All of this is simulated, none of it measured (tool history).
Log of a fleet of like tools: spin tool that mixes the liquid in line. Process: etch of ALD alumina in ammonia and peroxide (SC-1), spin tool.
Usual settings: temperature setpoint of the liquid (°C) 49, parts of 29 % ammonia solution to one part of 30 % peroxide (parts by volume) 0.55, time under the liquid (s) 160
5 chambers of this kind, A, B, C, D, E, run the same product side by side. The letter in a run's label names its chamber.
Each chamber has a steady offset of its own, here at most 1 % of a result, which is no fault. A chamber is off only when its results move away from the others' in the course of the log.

run	hour	temperature setpoint of the liquid (°C)	parts of 29 % ammonia solution to one part of 30 % peroxide (parts by volume)	time under the liquid (s)	hours since the thermometer was replaced	hours since the ammonia flow meter was replaced	hours since the heated supply line was repaired	hours since the drum of ammonia solution was connected	read-back film thickness of the ALD alumina reference wafer, read on the same gauge (nm)	thickness taken off the ALD alumina on a monitor wafer (nm)
1B	7.4	49	0.55	160	76.0	485.4	1084.3	483.0	110.01	5.8712
2C	18.2	49	0.55	160	458.4	860.2	103.1	70.7	110.00	5.9010
3E	30.3	49	0.55	160	1028.8	741.7	253.8	60.5	110.02	6.0481
4D	37.8	49	0.55	160	1372.1	484.4	113.2	57.2	110.04	5.9217
# hour 39.3: chamber A: new drum of ammonia solution connected
5A	53.9	49	0.55	160	252.1	197.8	2480.0	14.6	110.01	5.9511
6A	60.9	49	0.55	160	259.1	204.8	2487.0	21.6	109.99	6.0393
7C	70.8	43	0.55	245	511.0	912.8	155.7	123.3	109.95	6.3873
8D	82.4	43	0.55	245	1416.7	529.0	157.8	101.8	110.01	6.3459
9E	89.4	43	0.55	245	1087.9	800.8	312.9	119.6	109.97	6.4998
10B	98.9	43	0.55	245	167.5	576.9	1175.8	574.5	110.00	6.4169
11E	114.6	43	0.55	245	1113.1	826.0	338.1	144.8	109.99	6.4535
12C	127.8	49	0.55	160	568.0	969.8	212.7	180.3	110.01	5.9229
13D	139.6	49	0.55	160	1473.9	586.2	215.0	159.0	109.99	5.9366
14A	155.7	49	0.55	160	353.9	299.6	2581.8	116.4	109.97	5.8778
15B	165.4	49	0.55	160	234.0	643.4	1242.3	641.0	109.97	5.9348
# hour 166.1: chamber B: new drum of ammonia solution connected
# hour 169.5: chamber D: new drum of ammonia solution connected
16E	181.0	49	0.55	160	1179.5	892.4	404.5	211.2	110.06	5.9246
17C	189.9	49	0.55	160	630.1	1031.9	274.8	242.4	110.02	5.9469
18B	205.0	49	0.55	160	273.6	683.0	1281.9	39.0	109.99	5.8962
19D	212.4	49	0.55	160	1546.7	659.0	287.8	42.9	110.05	5.9175
20A	225.2	49	0.55	160	423.4	369.1	2651.3	185.9	109.98	5.9190
21A	233.9	49	0.55	160	432.1	377.8	2660.0	194.6	109.98	5.9191
22B	247.5	49	0.55	160	316.1	725.5	1324.4	81.5	110.00	5.8765
23C	254.5	49	0.55	160	694.7	1096.5	339.4	307.0	110.05	5.8965
24D	265.8	49	0.55	160	1600.1	712.4	341.2	96.3	109.98	5.9644
25E	275.2	49	0.80	220	1273.7	986.6	498.7	305.4	110.00	8.4056
# hour 277.8: chamber E: new drum of ammonia solution connected
26A	288.3	49	0.80	220	486.5	432.2	2714.4	249.0	109.98	8.4927
27D	297.8	49	0.80	220	1632.1	744.4	373.2	128.3	109.98	8.4169
28C	310.4	49	0.80	220	750.6	1152.4	395.3	362.9	109.98	8.4247
29B	322.1	49	0.80	220	390.7	800.1	1399.0	156.1	109.96	8.2271
30E	330.1	49	0.55	215	1328.6	1041.5	553.6	52.4	109.99	8.0195
# hour 332.0: chamber E: thermometer replaced
31C	340.9	49	0.55	215	781.1	1182.9	425.8	393.4	110.03	7.9215
32B	348.0	49	0.55	215	416.6	826.0	1424.9	182.0	109.98	7.7058
33A	362.7	49	0.55	215	560.9	506.6	2788.8	323.4	110.00	7.8974
# hour 368.5: chamber D: new drum of ammonia solution connected
# hour 373.4: chamber C: thermometer replaced
34E	378.7	49	0.55	215	46.8	1090.1	602.2	101.0	110.04	8.0160
# hour 380.9: chamber A: heated supply line repaired
35D	389.1	49	0.55	160	1723.4	835.7	464.5	20.7	109.94	5.9280
36E	404.1	49	0.55	160	72.2	1115.5	627.6	126.4	109.98	5.9461
37A	417.2	49	0.55	160	615.4	561.1	36.3	377.9	110.01	5.9325
38C	432.1	49	0.55	160	58.7	1274.1	517.0	484.6	109.99	5.9033
# hour 438.0: chamber E: ammonia flow meter replaced
39B	442.1	49	0.55	160	510.7	920.1	1519.0	276.1	109.95	5.6447
40D	449.1	49	0.55	160	1783.4	895.7	524.5	80.7	109.96	5.8983
41D	463.7	40	0.30	160	1798.0	910.3	539.1	95.3	110.06	3.2908
42A	476.6	40	0.30	160	674.8	620.5	95.7	437.3	110.02	3.3310
43C	487.1	40	0.30	160	113.7	1329.1	572.0	539.6	110.00	3.3402
44E	497.9	40	0.30	160	166.0	59.9	721.4	220.2	109.99	3.3499

Next, every chamber runs the same settings. What will each give?
45A	509.3	49	0.55	125						?
45B	509.3	49	0.55	125						?
45C	509.3	49	0.55	125						?
45D	509.3	49	0.55	125						?
45E	509.3	49	0.55	125						?

run	thickness taken off the ALD alumina on a monitor wafer (nm)
45A	4.6721
45B	4.3802
45C	4.6129
45D	4.6346
45E	4.6671
